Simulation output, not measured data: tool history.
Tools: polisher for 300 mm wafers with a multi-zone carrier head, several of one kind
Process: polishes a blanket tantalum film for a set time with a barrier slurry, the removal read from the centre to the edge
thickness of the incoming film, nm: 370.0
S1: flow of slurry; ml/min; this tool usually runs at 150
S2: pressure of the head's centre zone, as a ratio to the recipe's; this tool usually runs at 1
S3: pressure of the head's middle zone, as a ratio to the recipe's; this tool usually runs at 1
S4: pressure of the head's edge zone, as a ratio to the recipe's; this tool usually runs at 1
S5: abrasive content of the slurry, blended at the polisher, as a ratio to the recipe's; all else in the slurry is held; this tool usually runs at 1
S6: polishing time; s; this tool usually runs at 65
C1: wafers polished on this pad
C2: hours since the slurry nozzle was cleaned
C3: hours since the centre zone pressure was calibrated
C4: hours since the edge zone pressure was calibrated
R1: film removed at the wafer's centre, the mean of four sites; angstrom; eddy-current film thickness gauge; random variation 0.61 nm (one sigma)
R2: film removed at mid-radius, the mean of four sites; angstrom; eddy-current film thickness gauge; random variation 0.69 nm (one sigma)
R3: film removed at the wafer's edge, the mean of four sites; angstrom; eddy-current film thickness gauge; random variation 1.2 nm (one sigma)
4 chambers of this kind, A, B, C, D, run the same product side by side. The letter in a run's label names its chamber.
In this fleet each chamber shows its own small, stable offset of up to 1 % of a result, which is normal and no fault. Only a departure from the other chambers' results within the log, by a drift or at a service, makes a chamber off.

run,hour,S1,S2,S3,S4,S5,S6,C1,C2,C3,C4,R1,R2,R3
1C,5.3,150,1,1,1,1,65,825,106.9,539.2,540.3,778.97,782.55,786.39
2B,10.9,150,1,1,1,1,65,1011,320.5,180.3,679,765.17,766.62,767.96
# hour 19.5: chamber C: worn pad replaced by a new one
3D,20.1,150,1,1,1,1,65,332,345.6,344.2,178.4,766.04,776.97,769.36
4A,29.2,150,1,1,1,1,65,339,164.7,604.1,223.7,764.43,752.55,760.31
# hour 31.9: chamber C: centre zone pressure recalibrated
# hour 32: chamber B: slurry nozzle cleaned
5D,33.7,150,1,1,1,1,65,478,359.2,357.8,192,770.62,779.53,775.02
# hour 36.4: chamber B: worn pad replaced by a new one
6B,39,150,1,1,1,1,65,28,7,208.4,707.1,770.37,770.83,797.45
7A,44.9,150,1.06,1,1,1,78,508,180.4,619.8,239.4,964.83,924.53,923.45
8C,49.8,150,1.06,1,1,1,78,325,151.4,17.9,584.8,963.37,928.38,921.04
9B,56.7,150,1.06,1,1,1,78,218,24.7,226.1,724.8,978.8,904.75,931.6
10C,61.7,150,1.06,1,1,1,78,453,163.3,29.8,596.7,988.5,918.96,933.37
# hour 68.9: chamber D: worn pad replaced by a new one
11A,71,150,1,1,1,1,65,789,206.5,645.9,265.5,756.19,767.77,765.18
12D,78.2,125,1,1,1,1,47,100,403.7,402.3,236.5,524.41,531.57,551.18
13D,87.5,125,1,1,1,1,47,200,413,411.6,245.8,516.24,540.53,537.92
# hour 93.4: chamber C: worn pad replaced by a new one
14C,95,125,1,1,1,1,47,17,196.6,63.1,630,535.38,536.87,543.3
# hour 96.7: chamber A: worn pad replaced by a new one
15A,102.2,125,1,1,1,1,47,59,237.7,677.1,296.7,519.86,533.86,542.68
16B,107.4,150,1,1,1,1,65,764,75.4,276.8,775.5,756.71,756.04,757.66
17B,114.7,150,1,1,1,0.8,65,842,82.7,284.1,782.8,715.43,713.73,720.78
18D,122,150,1,1,1,0.8,65,571,447.5,446.1,280.3,682.03,713.65,714.6
19C,126.6,150,1,1,1,0.8,65,357,228.2,94.7,661.6,717.1,715.3,713.6
20A,131.3,150,1,1,1,0.8,65,372,266.8,706.2,325.8,708.49,710,704.54
21B,138.5,150,1,1,1,1,65,1098,106.5,307.9,806.6,767.34,763.98,785.48
# hour 139.9: chamber D: worn pad replaced by a new one
# hour 144: chamber C: slurry nozzle cleaned
22C,146.6,150,1,1,1,1,65,572,2.6,114.7,681.6,763.97,766.06,768.22
23A,152.6,150,1,1,1,1,65,601,288.1,727.5,347.1,766.29,765.46,771.15
24D,157.9,150,1,1,1,1,65,193,483.4,482,316.2,702.32,765.02,778.09
25D,166.8,150,1,1,1,1,65,289,492.3,490.9,325.1,695.57,769.63,767.37

One chamber off, gauge drift, or nothing amiss beyond the chambers' own small offsets? If it is a chamber, which one, and what is the likeliest cause?

It is chamber D that slowly wanders off from its peers.
Likeliest cause: centre zone's pressure below its setpoint, % = 9.33.

Below are 4 candidate recipes for chamber D's next run, each the usual settings with a change, their results shown as question marks. Which of them brings D's results back in line with what the other chambers give on the usual settings?
A result is in line if it is within this distance of the other chambers' mean on the usual settings: R1 21 angstrom; R2 24 angstrom; R3 41 angstrom
26D-1,173.7,145,0.93,1.02,1.02,1,64,,,,,?,?,?
26D-2,173.7,160,1.16,0.96,0.95,1,66,,,,,?,?,?
26D-3,173.7,155,1.08,0.98,0.98,1,66,,,,,?,?,?
26D-4,173.7,140,0.86,1.04,1.04,1,64,,,,,?,?,?

Other chambers, usual settings, mean: R1 766.19 angstrom; R2 766 angstrom; R3 772.9 angstrom
run,R1,R2,R3
26D-1,627.63,766.09,762.92
26D-2,841.37,760.75,769.21
26D-3,773.55,770.97,778.13
26D-4,570.9,774.56,766.65
With 26D-3, the chamber falls back in line with the rest.

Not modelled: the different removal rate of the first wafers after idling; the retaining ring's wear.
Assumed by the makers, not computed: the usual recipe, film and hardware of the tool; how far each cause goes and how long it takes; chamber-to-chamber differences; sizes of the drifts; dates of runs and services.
